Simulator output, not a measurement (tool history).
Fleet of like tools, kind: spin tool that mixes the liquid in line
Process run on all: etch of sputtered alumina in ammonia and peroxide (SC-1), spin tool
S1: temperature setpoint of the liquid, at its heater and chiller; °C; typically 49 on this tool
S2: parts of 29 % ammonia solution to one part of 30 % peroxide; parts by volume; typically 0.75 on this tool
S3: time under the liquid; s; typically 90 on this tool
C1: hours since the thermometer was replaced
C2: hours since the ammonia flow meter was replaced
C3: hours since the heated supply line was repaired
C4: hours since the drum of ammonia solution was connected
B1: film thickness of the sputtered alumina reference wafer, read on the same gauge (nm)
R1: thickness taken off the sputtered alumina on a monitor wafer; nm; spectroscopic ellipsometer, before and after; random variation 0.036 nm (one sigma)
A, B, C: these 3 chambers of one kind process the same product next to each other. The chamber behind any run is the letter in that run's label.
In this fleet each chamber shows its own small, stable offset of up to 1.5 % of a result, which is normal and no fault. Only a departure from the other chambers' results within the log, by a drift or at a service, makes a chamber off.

run 1C day=0.475 | S1=49 S2=0.75 S3=90 | C1=696.3 C2=179.5 C3=1329.1 C4=302.0 | B1=49.968 | R1=4.6410
run 2A day=0.788 | S1=49 S2=0.75 S3=90 | C1=1817.1 C2=295.8 C3=248.9 C4=342.1 | B1=49.991 | R1=4.7088
-- day=1.021 chamber B: thermometer replaced
run 3B day=1.162 | S1=49 S2=0.75 S3=90 | C1=3.5 C2=1057.3 C3=509.3 C4=637.8 | B1=49.942 | R1=4.6572
run 4B day=1.633 | S1=49 S2=0.75 S3=90 | C1=14.8 C2=1068.6 C3=520.6 C4=649.1 | B1=50.013 | R1=4.7081
run 5C day=2.096 | S1=49 S2=0.75 S3=90 | C1=735.2 C2=218.4 C3=1368.0 C4=340.9 | B1=49.994 | R1=4.6897
run 6A day=2.308 | S1=49 S2=0.75 S3=90 | C1=1853.6 C2=332.3 C3=285.4 C4=378.6 | B1=49.985 | R1=4.7492
-- day=2.333 chamber B: ammonia flow meter replaced
-- day=2.358 chamber A: thermometer replaced
-- day=2.567 chamber A: new drum of ammonia solution connected
run 7C day=2.658 | S1=49 S2=0.50 S3=90 | C1=748.7 C2=231.9 C3=1381.5 C4=354.4 | B1=50.005 | R1=4.5461
run 8A day=2.979 | S1=49 S2=0.50 S3=90 | C1=14.9 C2=348.4 C3=301.5 C4=9.9 | B1=49.967 | R1=4.6167
run 9B day=3.238 | S1=49 S2=0.50 S3=90 | C1=53.3 C2=21.8 C3=559.1 C4=687.6 | B1=49.991 | R1=4.4989
run 10A day=3.625 | S1=49 S2=0.75 S3=90 | C1=30.4 C2=363.9 C3=317.0 C4=25.4 | B1=50.020 | R1=4.6957
run 11B day=4.083 | S1=49 S2=0.75 S3=90 | C1=73.6 C2=42.1 C3=579.4 C4=707.9 | B1=49.949 | R1=4.6937
run 12C day=4.317 | S1=49 S2=0.75 S3=90 | C1=788.5 C2=271.7 C3=1421.3 C4=394.2 | B1=49.959 | R1=4.6499
run 13A day=4.575 | S1=49 S2=0.75 S3=90 | C1=53.2 C2=386.7 C3=339.8 C4=48.2 | B1=49.997 | R1=4.7663
run 14C day=4.912 | S1=49 S2=0.55 S3=110 | C1=802.8 C2=286.0 C3=1435.6 C4=408.5 | B1=49.999 | R1=5.6099
run 15B day=5.133 | S1=49 S2=0.55 S3=110 | C1=98.8 C2=67.3 C3=604.6 C4=733.1 | B1=50.012 | R1=5.4232
run 16C day=5.438 | S1=49 S2=0.55 S3=110 | C1=815.4 C2=298.6 C3=1448.2 C4=421.1 | B1=50.022 | R1=5.5784
run 17B day=5.871 | S1=49 S2=0.75 S3=90 | C1=116.5 C2=85.0 C3=622.3 C4=750.8 | B1=49.968 | R1=4.5717
run 18A day=6.225 | S1=49 S2=0.75 S3=125 | C1=92.8 C2=426.3 C3=379.4 C4=87.8 | B1=49.983 | R1=6.5615
run 19A day=6.700 | S1=49 S2=0.75 S3=125 | C1=104.2 C2=437.7 C3=390.8 C4=99.2 | B1=50.015 | R1=6.5706
run 20C day=7.167 | S1=49 S2=0.75 S3=125 | C1=856.9 C2=340.1 C3=1489.7 C4=462.6 | B1=49.957 | R1=6.4838
run 21B day=7.538 | S1=49 S2=0.75 S3=90 | C1=156.5 C2=125.0 C3=662.3 C4=790.8 | B1=50.023 | R1=4.5037
run 22A day=7.842 | S1=49 S2=0.75 S3=90 | C1=131.6 C2=465.1 C3=418.2 C4=126.6 | B1=50.013 | R1=4.7327
run 23C day=8.288 | S1=49 S2=0.75 S3=90 | C1=883.8 C2=367.0 C3=1516.6 C4=489.5 | B1=49.996 | R1=4.7068
run 24B day=8.654 | S1=49 S2=0.75 S3=90 | C1=183.3 C2=151.8 C3=689.1 C4=817.6 | B1=49.971 | R1=4.4143
run 25C day=9.038 | S1=49 S2=0.75 S3=90 | C1=901.8 C2=385.0 C3=1534.6 C4=507.5 | B1=49.995 | R1=4.6670
run 26A day=9.342 | S1=49 S2=0.75 S3=90 | C1=167.6 C2=501.1 C3=454.2 C4=162.6 | B1=50.021 | R1=4.7492
run 27B day=9.733 | S1=49 S2=0.75 S3=90 | C1=209.2 C2=177.7 C3=715.0 C4=843.5 | B1=49.983 | R1=4.4159
run 28B day=10.033 | S1=49 S2=0.75 S3=90 | C1=216.4 C2=184.9 C3=722.2 C4=850.7 | B1=49.994 | R1=4.3410
run 29A day=10.308 | S1=49 S2=0.75 S3=90 | C1=190.8 C2=524.3 C3=477.4 C4=185.8 | B1=49.989 | R1=4.7589
run 30C day=10.725 | S1=49 S2=0.75 S3=90 | C1=942.3 C2=425.5 C3=1575.1 C4=548.0 | B1=49.993 | R1=4.6897
run 31A day=11.129 | S1=49 S2=0.75 S3=90 | C1=210.5 C2=544.0 C3=497.1 C4=205.5 | B1=50.014 | R1=4.8207
run 32C day=11.404 | S1=49 S2=0.75 S3=90 | C1=958.6 C2=441.8 C3=1591.4 C4=564.3 | B1=50.001 | R1=4.7183
run 33B day=11.792 | S1=49 S2=0.75 S3=90 | C1=258.6 C2=227.1 C3=764.4 C4=892.9 | B1=49.984 | R1=4.2985
run 34C day=12.242 | S1=49 S2=0.75 S3=90 | C1=978.7 C2=461.9 C3=1611.5 C4=584.4 | B1=49.973 | R1=4.6317

What goes on in this fleet: one chamber off, a drifting gauge, or nothing beyond the chambers' own small offsets? Name the chamber and the cause, if any.

Little by little, chamber B moves away from the other chambers.
Cause: temperature lost on the way to the wafer (K) = 1.69.
From this log alone, it may not be told apart from: liquid colder than its thermometer reads (K).

Here are 4 candidates for chamber B's next run, each the usual settings with a change, their results left as question marks. Which one brings its results back in line with what the others give on the usual settings?
Counts as in line when no further than this from what the other chambers average on the usual settings: R1 0.1300 nm
run 35B-1 day=12.588 | S1=50 S2=0.75 S3=95 | R1=?
run 35B-2 day=12.588 | S1=48 S2=0.75 S3=85 | R1=?
run 35B-3 day=12.588 | S1=49 S2=0.75 S3=85 | R1=?
run 35B-4 day=12.588 | S1=49 S2=0.75 S3=95 | R1=?

Other chambers, usual settings, mean: R1 4.7195 nm
run=35B-1 R1=4.7173
run=35B-2 R1=3.7797
run=35B-3 R1=3.9960
run=35B-4 R1=4.4661
Change 35B-1 lands the chamber within the allowed miss of the other chambers.
